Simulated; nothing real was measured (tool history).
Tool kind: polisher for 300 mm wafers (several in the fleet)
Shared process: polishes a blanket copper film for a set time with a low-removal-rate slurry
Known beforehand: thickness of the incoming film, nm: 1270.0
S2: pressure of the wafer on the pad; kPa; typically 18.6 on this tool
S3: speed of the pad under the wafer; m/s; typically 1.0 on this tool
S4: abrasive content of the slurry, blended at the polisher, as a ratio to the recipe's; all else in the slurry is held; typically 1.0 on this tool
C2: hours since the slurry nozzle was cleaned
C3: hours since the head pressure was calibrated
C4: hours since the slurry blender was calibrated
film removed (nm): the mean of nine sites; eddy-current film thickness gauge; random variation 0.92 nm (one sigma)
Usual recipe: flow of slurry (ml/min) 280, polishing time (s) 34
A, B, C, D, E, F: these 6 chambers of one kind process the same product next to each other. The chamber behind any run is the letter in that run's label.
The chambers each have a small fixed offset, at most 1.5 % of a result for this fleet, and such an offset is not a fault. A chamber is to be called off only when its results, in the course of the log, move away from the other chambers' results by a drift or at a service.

run 1E hour=5.3 | flow_of_slurry_(ml/min)=280 S2=18.6 S3=1.0 S4=1.0 polishing_time_(s)=34 | wafers_polished_on_this_pad=617 C2=190.2 C3=248.4 C4=230.3 | film_removed_(nm)=103.810
-- hour=7.2 chamber F: worn pad replaced by a new one
-- hour=8.0 chamber E: worn pad replaced by a new one
run 2B hour=8.9 | flow_of_slurry_(ml/min)=280 S2=18.6 S3=1.0 S4=1.0 polishing_time_(s)=34 | wafers_polished_on_this_pad=448 C2=284.4 C3=162.7 C4=223.4 | film_removed_(nm)=103.710
-- hour=11.3 chamber D: slurry blender recalibrated
-- hour=11.8 chamber A: slurry blender recalibrated
-- hour=13.5 chamber B: worn pad replaced by a new one
run 3D hour=16.1 | flow_of_slurry_(ml/min)=280 S2=18.6 S3=1.0 S4=1.0 polishing_time_(s)=34 | wafers_polished_on_this_pad=316 C2=558.1 C3=62.8 C4=4.8 | film_removed_(nm)=102.520
-- hour=17.6 chamber C: worn pad replaced by a new one
-- hour=22.2 chamber A: slurry nozzle cleaned
run 4C hour=23.2 | flow_of_slurry_(ml/min)=280 S2=18.6 S3=1.0 S4=1.0 polishing_time_(s)=34 | wafers_polished_on_this_pad=77 C2=273.9 C3=1084.2 C4=510.5 | film_removed_(nm)=102.190
run 5F hour=26.7 | flow_of_slurry_(ml/min)=280 S2=18.6 S3=1.0 S4=1.0 polishing_time_(s)=34 | wafers_polished_on_this_pad=267 C2=47.3 C3=742.6 C4=53.0 | film_removed_(nm)=103.250
-- hour=27.6 chamber E: slurry blender recalibrated
run 6A hour=32.0 | flow_of_slurry_(ml/min)=280 S2=18.6 S3=1.0 S4=1.0 polishing_time_(s)=34 | wafers_polished_on_this_pad=460 C2=9.8 C3=366.3 C4=20.3 | film_removed_(nm)=101.460
run 7C hour=35.5 | flow_of_slurry_(ml/min)=280 S2=18.6 S3=1.0 S4=1.0 polishing_time_(s)=34 | wafers_polished_on_this_pad=245 C2=286.2 C3=1096.5 C4=522.8 | film_removed_(nm)=101.630
-- hour=40.4 chamber D: worn pad replaced by a new one
run 8F hour=42.2 | flow_of_slurry_(ml/min)=280 S2=24.1 S3=1.0 S4=0.8 polishing_time_(s)=34 | wafers_polished_on_this_pad=480 C2=62.8 C3=758.1 C4=68.5 | film_removed_(nm)=128.010
-- hour=42.3 chamber C: slurry blender recalibrated
run 9E hour=45.6 | flow_of_slurry_(ml/min)=280 S2=24.1 S3=1.0 S4=0.8 polishing_time_(s)=34 | wafers_polished_on_this_pad=515 C2=230.5 C3=288.7 C4=18.0 | film_removed_(nm)=129.330
run 10D hour=52.8 | flow_of_slurry_(ml/min)=280 S2=24.1 S3=1.0 S4=0.8 polishing_time_(s)=34 | wafers_polished_on_this_pad=169 C2=594.8 C3=99.5 C4=41.5 | film_removed_(nm)=123.470
-- hour=56.4 chamber B: worn pad replaced by a new one
-- hour=56.4 chamber C: worn pad replaced by a new one
run 11B hour=56.5 | flow_of_slurry_(ml/min)=280 S2=24.1 S3=1.0 S4=0.8 polishing_time_(s)=34 | wafers_polished_on_this_pad=2 C2=332.0 C3=210.3 C4=271.0 | film_removed_(nm)=126.760
-- hour=59.9 chamber E: worn pad replaced by a new one
run 12A hour=60.5 | flow_of_slurry_(ml/min)=280 S2=24.1 S3=1.0 S4=0.8 polishing_time_(s)=34 | wafers_polished_on_this_pad=850 C2=38.3 C3=394.8 C4=48.8 | film_removed_(nm)=125.710
run 13A hour=64.5 | flow_of_slurry_(ml/min)=280 S2=24.1 S3=1.0 S4=0.8 polishing_time_(s)=34 | wafers_polished_on_this_pad=905 C2=42.3 C3=398.8 C4=52.8 | film_removed_(nm)=126.280
-- hour=71.4 chamber C: head pressure recalibrated
run 14C hour=71.7 | flow_of_slurry_(ml/min)=280 S2=18.6 S3=1.3 S4=1.0 polishing_time_(s)=34 | wafers_polished_on_this_pad=209 C2=322.4 C3=0.3 C4=29.4 | film_removed_(nm)=134.040
run 15E hour=75.9 | flow_of_slurry_(ml/min)=280 S2=18.6 S3=1.3 S4=1.0 polishing_time_(s)=34 | wafers_polished_on_this_pad=220 C2=260.8 C3=319.0 C4=48.3 | film_removed_(nm)=134.760
-- hour=78.0 chamber F: worn pad replaced by a new one
run 16F hour=79.3 | flow_of_slurry_(ml/min)=280 S2=18.6 S3=1.3 S4=1.0 polishing_time_(s)=34 | wafers_polished_on_this_pad=18 C2=99.9 C3=795.2 C4=105.6 | film_removed_(nm)=136.120
run 17D hour=84.7 | flow_of_slurry_(ml/min)=280 S2=18.6 S3=1.3 S4=1.0 polishing_time_(s)=34 | wafers_polished_on_this_pad=606 C2=626.7 C3=131.4 C4=73.4 | film_removed_(nm)=131.250
run 18B hour=88.3 | flow_of_slurry_(ml/min)=280 S2=18.6 S3=1.3 S4=1.0 polishing_time_(s)=34 | wafers_polished_on_this_pad=437 C2=363.8 C3=242.1 C4=302.8 | film_removed_(nm)=133.900
-- hour=88.5 chamber D: worn pad replaced by a new one
run 19E hour=91.4 | flow_of_slurry_(ml/min)=280 S2=18.6 S3=1.3 S4=1.0 polishing_time_(s)=34 | wafers_polished_on_this_pad=432 C2=276.3 C3=334.5 C4=63.8 | film_removed_(nm)=134.980
-- hour=92.9 chamber B: worn pad replaced by a new one
-- hour=94.1 chamber C: worn pad replaced by a new one
run 20C hour=95.2 | flow_of_slurry_(ml/min)=280 S2=18.6 S3=1.0 S4=1.0 polishing_time_(s)=34 | wafers_polished_on_this_pad=15 C2=345.9 C3=23.8 C4=52.9 | film_removed_(nm)=103.830
-- hour=95.3 chamber B: slurry blender recalibrated
-- hour=98.9 chamber A: worn pad replaced by a new one
run 21B hour=99.4 | flow_of_slurry_(ml/min)=280 S2=18.6 S3=1.0 S4=1.0 polishing_time_(s)=34 | wafers_polished_on_this_pad=89 C2=374.9 C3=253.2 C4=4.1 | film_removed_(nm)=103.760
-- hour=100.5 chamber F: head pressure recalibrated
-- hour=101.9 chamber C: slurry nozzle cleaned
-- hour=103.2 chamber E: worn pad replaced by a new one
-- hour=103.3 chamber E: slurry nozzle cleaned
run 22F hour=104.0 | flow_of_slurry_(ml/min)=280 S2=18.6 S3=1.0 S4=1.0 polishing_time_(s)=34 | wafers_polished_on_this_pad=356 C2=124.6 C3=3.6 C4=130.3 | film_removed_(nm)=109.670
-- hour=104.1 chamber A: slurry blender recalibrated
run 23A hour=108.5 | flow_of_slurry_(ml/min)=280 S2=18.6 S3=1.0 S4=1.0 polishing_time_(s)=34 | wafers_polished_on_this_pad=132 C2=86.3 C3=442.8 C4=4.5 | film_removed_(nm)=102.990
run 24D hour=112.0 | flow_of_slurry_(ml/min)=280 S2=18.6 S3=1.0 S4=1.0 polishing_time_(s)=34 | wafers_polished_on_this_pad=321 C2=654.0 C3=158.7 C4=100.7 | film_removed_(nm)=100.470
run 25C hour=116.8 | flow_of_slurry_(ml/min)=280 S2=18.6 S3=1.0 S4=1.0 polishing_time_(s)=34 | wafers_polished_on_this_pad=310 C2=15.0 C3=45.4 C4=74.5 | film_removed_(nm)=102.900
run 26A hour=121.4 | flow_of_slurry_(ml/min)=280 S2=18.6 S3=1.0 S4=1.0 polishing_time_(s)=34 | wafers_polished_on_this_pad=308 C2=99.2 C3=455.7 C4=17.4 | film_removed_(nm)=101.670
run 27B hour=125.3 | flow_of_slurry_(ml/min)=280 S2=18.6 S3=1.0 S4=1.0 polishing_time_(s)=34 | wafers_polished_on_this_pad=443 C2=400.8 C3=279.1 C4=30.0 | film_removed_(nm)=102.400
-- hour=130.6 chamber B: worn pad replaced by a new one
run 28D hour=131.3 | flow_of_slurry_(ml/min)=280 S2=18.6 S3=1.0 S4=1.0 polishing_time_(s)=34 | wafers_polished_on_this_pad=586 C2=673.3 C3=178.0 C4=120.0 | film_removed_(nm)=100.040
-- hour=135.5 chamber C: worn pad replaced by a new one
run 29E hour=137.0 | flow_of_slurry_(ml/min)=280 S2=18.6 S3=1.0 S4=1.0 polishing_time_(s)=34 | wafers_polished_on_this_pad=462 C2=33.7 C3=380.1 C4=109.4 | film_removed_(nm)=102.280
-- hour=137.3 chamber D: worn pad replaced by a new one
-- hour=141.6 chamber F: worn pad replaced by a new one
run 30F hour=142.7 | flow_of_slurry_(ml/min)=315 S2=18.6 S3=1.0 S4=0.7 polishing_time_(s)=34 | wafers_polished_on_this_pad=15 C2=163.3 C3=42.3 C4=169.0 | film_removed_(nm)=100.790
run 31D hour=147.1 | flow_of_slurry_(ml/min)=315 S2=18.6 S3=1.0 S4=0.7 polishing_time_(s)=34 | wafers_polished_on_this_pad=134 C2=689.1 C3=193.8 C4=135.8 | film_removed_(nm)=95.384
run 32E hour=150.8 | flow_of_slurry_(ml/min)=315 S2=18.6 S3=1.0 S4=0.7 polishing_time_(s)=34 | wafers_polished_on_this_pad=651 C2=47.5 C3=393.9 C4=123.2 | film_removed_(nm)=96.389
run 33A hour=155.6 | flow_of_slurry_(ml/min)=315 S2=18.6 S3=1.0 S4=0.7 polishing_time_(s)=34 | wafers_polished_on_this_pad=776 C2=133.4 C3=489.9 C4=51.6 | film_removed_(nm)=95.784
run 34F hour=160.9 | flow_of_slurry_(ml/min)=315 S2=18.6 S3=1.0 S4=0.7 polishing_time_(s)=34 | wafers_polished_on_this_pad=264 C2=181.5 C3=60.5 C4=187.2 | film_removed_(nm)=102.110
run 35C hour=165.4 | flow_of_slurry_(ml/min)=315 S2=18.6 S3=1.0 S4=0.7 polishing_time_(s)=34 | wafers_polished_on_this_pad=409 C2=63.6 C3=94.0 C4=123.1 | film_removed_(nm)=96.742
run 36B hour=169.5 | flow_of_slurry_(ml/min)=280 S2=22.8 S3=1.0 S4=1.0 polishing_time_(s)=34 | wafers_polished_on_this_pad=532 C2=445.0 C3=323.3 C4=74.2 | film_removed_(nm)=126.150

What goes on in this fleet: one chamber off, a drifting gauge, or nothing beyond the chambers' own small offsets? Name the chamber and the cause, if any.

Chamber F came out of a service off from its peers and stayed that way.
What lies behind it: head's pressure above its setpoint, % = 6.38.

Which of the 4 candidates below, each the usual settings with something changed and its results left as question marks, puts chamber F back in line with what the other chambers give on the usual settings?
In line here means within this much of the mean the other chambers give on the usual settings: film removed (nm) 3.200
run 37F-1 hour=174.7 | flow_of_slurry_(ml/min)=280 S2=18.6 S3=1.02 S4=1.0 polishing_time_(s)=35 | film_removed_(nm)=?
run 37F-2 hour=174.7 | flow_of_slurry_(ml/min)=280 S2=18.6 S3=1.00 S4=1.0 polishing_time_(s)=38 | film_removed_(nm)=?
run 37F-3 hour=174.7 | flow_of_slurry_(ml/min)=170 S2=18.6 S3=1.00 S4=1.0 polishing_time_(s)=34 | film_removed_(nm)=?
run 37F-4 hour=174.7 | flow_of_slurry_(ml/min)=280 S2=17.9 S3=0.96 S4=1.0 polishing_time_(s)=33 | film_removed_(nm)=?

The mean the other chambers reach with the usual settings: film removed (nm) 102.670
run=37F-1 film_removed_(nm)=113.860
run=37F-2 film_removed_(nm)=121.160
run=37F-3 film_removed_(nm)=102.180
run=37F-4 film_removed_(nm)=97.153
37F-3 is the one that brings the chamber's results back in line with the other chambers.
